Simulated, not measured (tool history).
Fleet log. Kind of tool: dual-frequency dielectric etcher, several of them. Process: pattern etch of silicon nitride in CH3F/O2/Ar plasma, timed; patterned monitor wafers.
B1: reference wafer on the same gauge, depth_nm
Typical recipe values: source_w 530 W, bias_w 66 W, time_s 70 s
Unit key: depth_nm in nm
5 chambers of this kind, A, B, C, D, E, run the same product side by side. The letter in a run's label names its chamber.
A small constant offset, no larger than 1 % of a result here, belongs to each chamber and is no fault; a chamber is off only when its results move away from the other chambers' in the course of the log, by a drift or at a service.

run 1E hour=4.5 | source_w=530 bias_w=66 time_s=70 | B1=54.708 | depth_nm=53.648
run 2D hour=9.2 | source_w=530 bias_w=66 time_s=70 | B1=54.667 | depth_nm=52.963
run 3B hour=12.9 | source_w=530 bias_w=66 time_s=70 | B1=54.664 | depth_nm=52.897
run 4A hour=15.6 | source_w=530 bias_w=66 time_s=70 | B1=54.668 | depth_nm=52.837
run 5C hour=20.0 | source_w=530 bias_w=66 time_s=70 | B1=54.651 | depth_nm=53.009
run 6D hour=25.1 | source_w=530 bias_w=66 time_s=70 | B1=54.649 | depth_nm=52.874
run 7E hour=28.9 | source_w=480 bias_w=66 time_s=70 | B1=54.630 | depth_nm=51.592
run 8A hour=34.0 | source_w=480 bias_w=66 time_s=70 | B1=54.624 | depth_nm=50.912
run 9C hour=39.6 | source_w=480 bias_w=66 time_s=70 | B1=54.610 | depth_nm=50.707
run 10B hour=43.5 | source_w=480 bias_w=66 time_s=70 | B1=54.591 | depth_nm=50.875
run 11B hour=47.0 | source_w=480 bias_w=66 time_s=70 | B1=54.623 | depth_nm=50.875
run 12A hour=52.3 | source_w=530 bias_w=76 time_s=87 | B1=54.574 | depth_nm=69.007
-- hour=57.3 chamber A: source power generator calibrated
run 13D hour=57.8 | source_w=530 bias_w=76 time_s=87 | B1=54.573 | depth_nm=68.912
run 14C hour=62.1 | source_w=530 bias_w=76 time_s=87 | B1=54.569 | depth_nm=68.765
-- hour=62.4 chamber E: wet clean of the chamber
run 15E hour=67.6 | source_w=530 bias_w=76 time_s=87 | B1=54.562 | depth_nm=69.540
run 16C hour=73.1 | source_w=530 bias_w=76 time_s=87 | B1=54.521 | depth_nm=68.656
-- hour=75.2 chamber A: wet clean of the chamber
run 17B hour=77.1 | source_w=530 bias_w=66 time_s=70 | B1=54.527 | depth_nm=52.580
run 18E hour=82.5 | source_w=530 bias_w=66 time_s=70 | B1=54.507 | depth_nm=53.297
run 19A hour=87.8 | source_w=530 bias_w=66 time_s=70 | B1=54.494 | depth_nm=52.659
run 20D hour=92.2 | source_w=530 bias_w=66 time_s=70 | B1=54.476 | depth_nm=52.808
run 21A hour=97.5 | source_w=530 bias_w=66 time_s=70 | B1=54.476 | depth_nm=52.819
run 22C hour=103.2 | source_w=530 bias_w=66 time_s=70 | B1=54.474 | depth_nm=52.859
run 23B hour=106.4 | source_w=530 bias_w=66 time_s=70 | B1=54.443 | depth_nm=52.669
run 24E hour=111.9 | source_w=530 bias_w=66 time_s=70 | B1=54.452 | depth_nm=53.128
run 25D hour=117.6 | source_w=530 bias_w=66 time_s=70 | B1=54.408 | depth_nm=52.877
run 26C hour=123.1 | source_w=530 bias_w=66 time_s=70 | B1=54.403 | depth_nm=52.764
run 27D hour=127.5 | source_w=530 bias_w=66 time_s=70 | B1=54.419 | depth_nm=52.741
run 28A hour=130.2 | source_w=530 bias_w=66 time_s=70 | B1=54.404 | depth_nm=52.790
run 29B hour=133.2 | source_w=530 bias_w=66 time_s=70 | B1=54.402 | depth_nm=52.510
run 30E hour=136.6 | source_w=530 bias_w=66 time_s=70 | B1=54.377 | depth_nm=53.272
run 31C hour=142.3 | source_w=530 bias_w=66 time_s=70 | B1=54.354 | depth_nm=52.707
run 32D hour=144.8 | source_w=530 bias_w=66 time_s=70 | B1=54.379 | depth_nm=52.698
run 33E hour=148.2 | source_w=530 bias_w=66 time_s=70 | B1=54.357 | depth_nm=52.990
run 34A hour=151.1 | source_w=530 bias_w=66 time_s=70 | B1=54.353 | depth_nm=52.651
run 35B hour=156.1 | source_w=530 bias_w=66 time_s=70 | B1=54.363 | depth_nm=52.619

Has any chamber moved away from the others, gradually or after a service, or does the common gauge drift, or do the chambers differ only by their own small steady offsets? State the chamber and the most likely cause if one applies.

It is the gauge, not a chamber: its drift shows up in every chamber's results at once, and no chamber is off.
Cause: gauge reads low (%) = 0.664.

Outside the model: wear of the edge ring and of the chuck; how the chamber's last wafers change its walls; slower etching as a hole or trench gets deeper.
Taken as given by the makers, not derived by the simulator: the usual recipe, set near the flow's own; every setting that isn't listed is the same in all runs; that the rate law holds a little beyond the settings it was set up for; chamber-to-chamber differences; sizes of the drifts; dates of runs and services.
